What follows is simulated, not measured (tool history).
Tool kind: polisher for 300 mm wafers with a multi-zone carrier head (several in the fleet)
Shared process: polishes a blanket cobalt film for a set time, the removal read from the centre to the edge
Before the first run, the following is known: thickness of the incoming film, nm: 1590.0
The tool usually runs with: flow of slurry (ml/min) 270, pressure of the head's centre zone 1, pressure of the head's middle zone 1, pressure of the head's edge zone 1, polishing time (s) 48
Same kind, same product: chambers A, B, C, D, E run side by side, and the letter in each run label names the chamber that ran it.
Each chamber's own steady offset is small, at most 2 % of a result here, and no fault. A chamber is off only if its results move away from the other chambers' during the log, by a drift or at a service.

run,hour,flow of slurry (ml/min),pressure of the head's centre zone,pressure of the head's middle zone,pressure of the head's edge zone,polishing time (s),film removed at the wafer's centre (angstrom),film removed at mid-radius (angstrom),film removed at the wafer's edge (angstrom)
# hour 5.6: chamber D: worn pad replaced by a new one
1E,8.6,270,1,1,1,48,2895.5,2920.7,2890
# hour 10: chamber C: slurry nozzle cleaned
2B,17.2,270,1,1,1,48,2930.5,2931.7,2918.8
# hour 18.3: chamber A: worn pad replaced by a new one
3A,27.6,270,1,1,1,48,2879.7,2904.9,2966.8
4C,36.1,270,1,1,1,48,2942.4,2911.9,2947.5
# hour 44.3: chamber A: centre zone pressure recalibrated
# hour 47.6: chamber E: worn pad replaced by a new one
5D,49.3,270,1,1,1,48,2886.6,2913.8,2954.2
6C,61.5,270,1,1,0.95,48,2931.4,2919.3,2854.3
7A,69.2,270,1,1,0.95,48,2921.6,2904.8,2818.6
8B,75.8,270,1,1,0.95,48,2899.9,2937.5,2821.3
9E,85.7,270,1,1,0.95,48,2909.4,2973.3,2878.7
10D,99.4,270,1,1,0.95,48,2850,2942.6,2812.5
11E,105.8,270,1,1,1,48,2918.8,2911.3,2971.7
12A,119.3,270,1,1,1,48,2879.7,2883.8,2928.7
# hour 120.7: chamber C: worn pad replaced by a new one
# hour 121.7: chamber A: edge zone pressure recalibrated
13D,128.4,270,1,1,1,48,2877.2,2885.3,2909.3
# hour 132.6: chamber D: worn pad replaced by a new one
14B,140.3,270,1,1,1,48,2920.4,2944.1,2923.6
15C,148.1,270,1,1,1,48,2909.8,2892,2950.5
# hour 155.4: chamber E: slurry nozzle cleaned
16B,157.4,270,1,1,1,48,2924.7,2901,2921.2
17D,164.4,270,1,1,1,48,2910,2940.3,2939.2
# hour 173.9: chamber B: worn pad replaced by a new one
18A,175.9,270,1,1,1,48,2878.7,2902.7,2859.6
19C,184.9,270,1,1,1,48,2950.7,2905.3,2964.9
# hour 192.8: chamber C: centre zone pressure recalibrated
# hour 195.8: chamber E: worn pad replaced by a new one
20E,195.8,270,1,1,1,48,2946.6,2916.9,2956.5
# hour 196.4: chamber A: worn pad replaced by a new one
# hour 199.9: chamber B: slurry nozzle cleaned
21E,203.3,270,0.89,1,1,48,2552.2,2959.6,2948.5
# hour 215.4: chamber C: slurry nozzle cleaned
22B,215.9,270,0.89,1,1,48,2565.2,2951.1,2872.7
# hour 225.5: chamber D: slurry nozzle cleaned
23A,229.1,270,0.89,1,1,48,2534.7,2922.3,2927.4
# hour 234.1: chamber D: worn pad replaced by a new one
# hour 240.4: chamber C: worn pad replaced by a new one
24D,242.9,270,0.89,1,1,48,2515.3,2935.9,2908.9
# hour 252.3: chamber A: slurry nozzle cleaned
25C,256.4,270,0.89,1,1,48,2884.3,2928.5,2911.1
26C,264,270,0.95,1,1,38,2426.1,2282.2,2330.7
27D,270.5,270,0.95,1,1,38,2136.2,2306.1,2322.3
28A,284.9,270,0.95,1,1,38,2155.6,2297.5,2292.6
29E,298.4,270,0.95,1,1,38,2164.8,2351.8,2329.8
30B,310,270,0.95,1,1,38,2157.6,2335.2,2303
# hour 319.2: chamber E: worn pad replaced by a new one
31C,322,270,1,1,1,48,3232.4,2866.3,2919.6
32E,331.1,270,1,1,1,48,2899.7,2945.6,2961.1
# hour 335: chamber D: worn pad replaced by a new one
33B,341.6,270,1,1,1,48,2939.6,2923.1,2932.1
34D,353.9,270,1,1.05,1,48,2887.2,3071.4,2902.4
35A,364.8,270,1,1.05,1,48,2874.1,3016.6,2958.1
36E,379.1,270,1,1.05,1,48,2869.9,3065.1,2910.4
# hour 391.9: chamber C: worn pad replaced by a new one
37C,391.9,270,1,1.05,1,48,3228.6,3032.6,2941
38D,401.6,270,1,1.05,1,48,2879.1,3059.9,2956.5

The same settings go to every chamber for the next run, one line per chamber below. Forecast the results for each:
39A,412.1,270,1,1,1,48,?,?,?
39B,412.1,270,1,1,1,48,?,?,?
39C,412.1,270,1,1,1,48,?,?,?
39D,412.1,270,1,1,1,48,?,?,?
39E,412.1,270,1,1,1,48,?,?,?

run,film removed at the wafer's centre (angstrom),film removed at mid-radius (angstrom),film removed at the wafer's edge (angstrom)
39A,2887.4,2958.2,2885.9
39B,2912.4,2944.9,2894.7
39C,3241.8,2899,2955
39D,2884.7,2911.6,2907.5
39E,2900.1,2927.2,2918.7

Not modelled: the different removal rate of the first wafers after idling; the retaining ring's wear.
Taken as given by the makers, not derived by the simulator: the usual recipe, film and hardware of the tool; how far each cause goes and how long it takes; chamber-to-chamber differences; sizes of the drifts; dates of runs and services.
